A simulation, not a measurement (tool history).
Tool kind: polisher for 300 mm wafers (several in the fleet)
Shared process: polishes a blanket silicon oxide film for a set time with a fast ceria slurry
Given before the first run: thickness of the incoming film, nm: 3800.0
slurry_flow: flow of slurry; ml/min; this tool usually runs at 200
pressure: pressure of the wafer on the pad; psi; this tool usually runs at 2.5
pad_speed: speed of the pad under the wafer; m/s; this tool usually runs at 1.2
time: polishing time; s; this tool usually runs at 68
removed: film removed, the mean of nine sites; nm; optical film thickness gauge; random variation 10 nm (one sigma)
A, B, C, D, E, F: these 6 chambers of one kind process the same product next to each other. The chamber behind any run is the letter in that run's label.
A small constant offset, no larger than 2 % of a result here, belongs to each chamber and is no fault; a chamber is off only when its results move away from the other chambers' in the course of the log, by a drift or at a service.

-- hour=2.3 chamber A: worn pad replaced by a new one
-- hour=11.2 chamber D: worn pad replaced by a new one
run 1C hour=13.4 | slurry_flow=200 pressure=2.5 pad_speed=1.2 time=68 | removed=973.36
-- hour=22.5 chamber E: worn pad replaced by a new one
run 2A hour=22.5 | slurry_flow=200 pressure=2.5 pad_speed=1.2 time=68 | removed=971.56
run 3F hour=32.9 | slurry_flow=200 pressure=2.5 pad_speed=1.2 time=68 | removed=961.99
run 4B hour=40.6 | slurry_flow=200 pressure=2.5 pad_speed=1.2 time=68 | removed=959.76
-- hour=44.2 chamber F: slurry nozzle cleaned
run 5E hour=53.9 | slurry_flow=200 pressure=2.5 pad_speed=1.2 time=68 | removed=950.96
run 6D hour=61.6 | slurry_flow=200 pressure=2.5 pad_speed=1.2 time=68 | removed=970.26
-- hour=65.6 chamber F: worn pad replaced by a new one
run 7C hour=71.9 | slurry_flow=200 pressure=2.5 pad_speed=1.2 time=68 | removed=956.87
-- hour=75.1 chamber C: worn pad replaced by a new one
run 8D hour=83.3 | slurry_flow=200 pressure=2.5 pad_speed=1.2 time=68 | removed=960.37
run 9A hour=91.6 | slurry_flow=200 pressure=2.5 pad_speed=1.2 time=68 | removed=973.96
-- hour=91.8 chamber E: worn pad replaced by a new one
run 10F hour=98.6 | slurry_flow=200 pressure=2.5 pad_speed=1.2 time=68 | removed=964.52
-- hour=105.5 chamber B: slurry nozzle cleaned
run 11B hour=107.2 | slurry_flow=200 pressure=2.5 pad_speed=1.2 time=68 | removed=968.16
-- hour=116.0 chamber B: worn pad replaced by a new one
run 12E hour=117.5 | slurry_flow=200 pressure=2.5 pad_speed=1.2 time=68 | removed=940.87
run 13A hour=129.7 | slurry_flow=200 pressure=2.2 pad_speed=1.5 time=68 | removed=1081.40
run 14B hour=138.1 | slurry_flow=200 pressure=2.2 pad_speed=1.5 time=68 | removed=1043.20
run 15C hour=147.0 | slurry_flow=200 pressure=2.2 pad_speed=1.5 time=68 | removed=1043.20
-- hour=152.7 chamber A: worn pad replaced by a new one
run 16E hour=156.9 | slurry_flow=200 pressure=2.2 pad_speed=1.5 time=68 | removed=1054.20
-- hour=162.5 chamber E: worn pad replaced by a new one
run 17D hour=170.1 | slurry_flow=200 pressure=2.2 pad_speed=1.5 time=68 | removed=1064.00
run 18F hour=178.8 | slurry_flow=200 pressure=2.2 pad_speed=1.5 time=68 | removed=1047.10
-- hour=186.8 chamber D: worn pad replaced by a new one
-- hour=192.7 chamber A: head pressure recalibrated
run 19E hour=193.6 | slurry_flow=200 pressure=2.5 pad_speed=1.2 time=68 | removed=955.74
run 20D hour=208.6 | slurry_flow=200 pressure=2.5 pad_speed=1.2 time=68 | removed=978.32
run 21F hour=216.1 | slurry_flow=200 pressure=2.5 pad_speed=1.2 time=68 | removed=945.72
-- hour=227.7 chamber B: worn pad replaced by a new one
run 22C hour=228.0 | slurry_flow=200 pressure=2.5 pad_speed=1.2 time=68 | removed=956.30
-- hour=230.0 chamber D: slurry nozzle cleaned
-- hour=232.4 chamber F: worn pad replaced by a new one
run 23B hour=235.5 | slurry_flow=200 pressure=2.5 pad_speed=1.2 time=68 | removed=971.03
-- hour=239.7 chamber C: worn pad replaced by a new one
-- hour=246.9 chamber E: worn pad replaced by a new one
run 24A hour=247.9 | slurry_flow=200 pressure=2.5 pad_speed=0.9 time=50 | removed=535.86
run 25D hour=258.2 | slurry_flow=200 pressure=2.5 pad_speed=0.9 time=50 | removed=538.07
-- hour=266.8 chamber E: slurry nozzle cleaned
run 26E hour=271.8 | slurry_flow=200 pressure=2.5 pad_speed=0.9 time=50 | removed=528.61
run 27F hour=285.0 | slurry_flow=200 pressure=2.5 pad_speed=0.9 time=50 | removed=514.39
run 28B hour=297.9 | slurry_flow=200 pressure=2.5 pad_speed=0.9 time=50 | removed=524.22
-- hour=308.6 chamber A: slurry nozzle cleaned
run 29A hour=309.6 | slurry_flow=200 pressure=2.5 pad_speed=0.9 time=50 | removed=533.39
-- hour=314.8 chamber F: head pressure recalibrated
run 30C hour=319.7 | slurry_flow=200 pressure=2.5 pad_speed=1.2 time=68 | removed=936.39
-- hour=325.2 chamber A: worn pad replaced by a new one
run 31B hour=329.5 | slurry_flow=200 pressure=2.5 pad_speed=1.2 time=68 | removed=980.34
-- hour=330.1 chamber B: worn pad replaced by a new one
-- hour=336.1 chamber E: worn pad replaced by a new one
run 32D hour=336.5 | slurry_flow=200 pressure=2.5 pad_speed=1.2 time=68 | removed=974.71
run 33A hour=344.7 | slurry_flow=200 pressure=2.5 pad_speed=1.2 time=68 | removed=983.97
run 34F hour=353.7 | slurry_flow=200 pressure=2.5 pad_speed=1.2 time=68 | removed=970.95
run 35E hour=367.6 | slurry_flow=225 pressure=2.5 pad_speed=1.2 time=68 | removed=965.06
run 36C hour=375.2 | slurry_flow=225 pressure=2.5 pad_speed=1.2 time=68 | removed=970.55
run 37B hour=390.0 | slurry_flow=225 pressure=2.5 pad_speed=1.2 time=68 | removed=986.53

For the next run the whole fleet of 6 chambers uses the same settings. Give each chamber's results:
run 38A hour=400.8 | slurry_flow=200 pressure=2.5 pad_speed=1.2 time=68 | removed=?
run 38B hour=400.8 | slurry_flow=200 pressure=2.5 pad_speed=1.2 time=68 | removed=?
run 38C hour=400.8 | slurry_flow=200 pressure=2.5 pad_speed=1.2 time=68 | removed=?
run 38D hour=400.8 | slurry_flow=200 pressure=2.5 pad_speed=1.2 time=68 | removed=?
run 38E hour=400.8 | slurry_flow=200 pressure=2.5 pad_speed=1.2 time=68 | removed=?
run 38F hour=400.8 | slurry_flow=200 pressure=2.5 pad_speed=1.2 time=68 | removed=?

run=38A removed=975.50
run=38B removed=974.71
run=38C removed=962.78
run=38D removed=961.39
run=38E removed=953.60
run=38F removed=946.49

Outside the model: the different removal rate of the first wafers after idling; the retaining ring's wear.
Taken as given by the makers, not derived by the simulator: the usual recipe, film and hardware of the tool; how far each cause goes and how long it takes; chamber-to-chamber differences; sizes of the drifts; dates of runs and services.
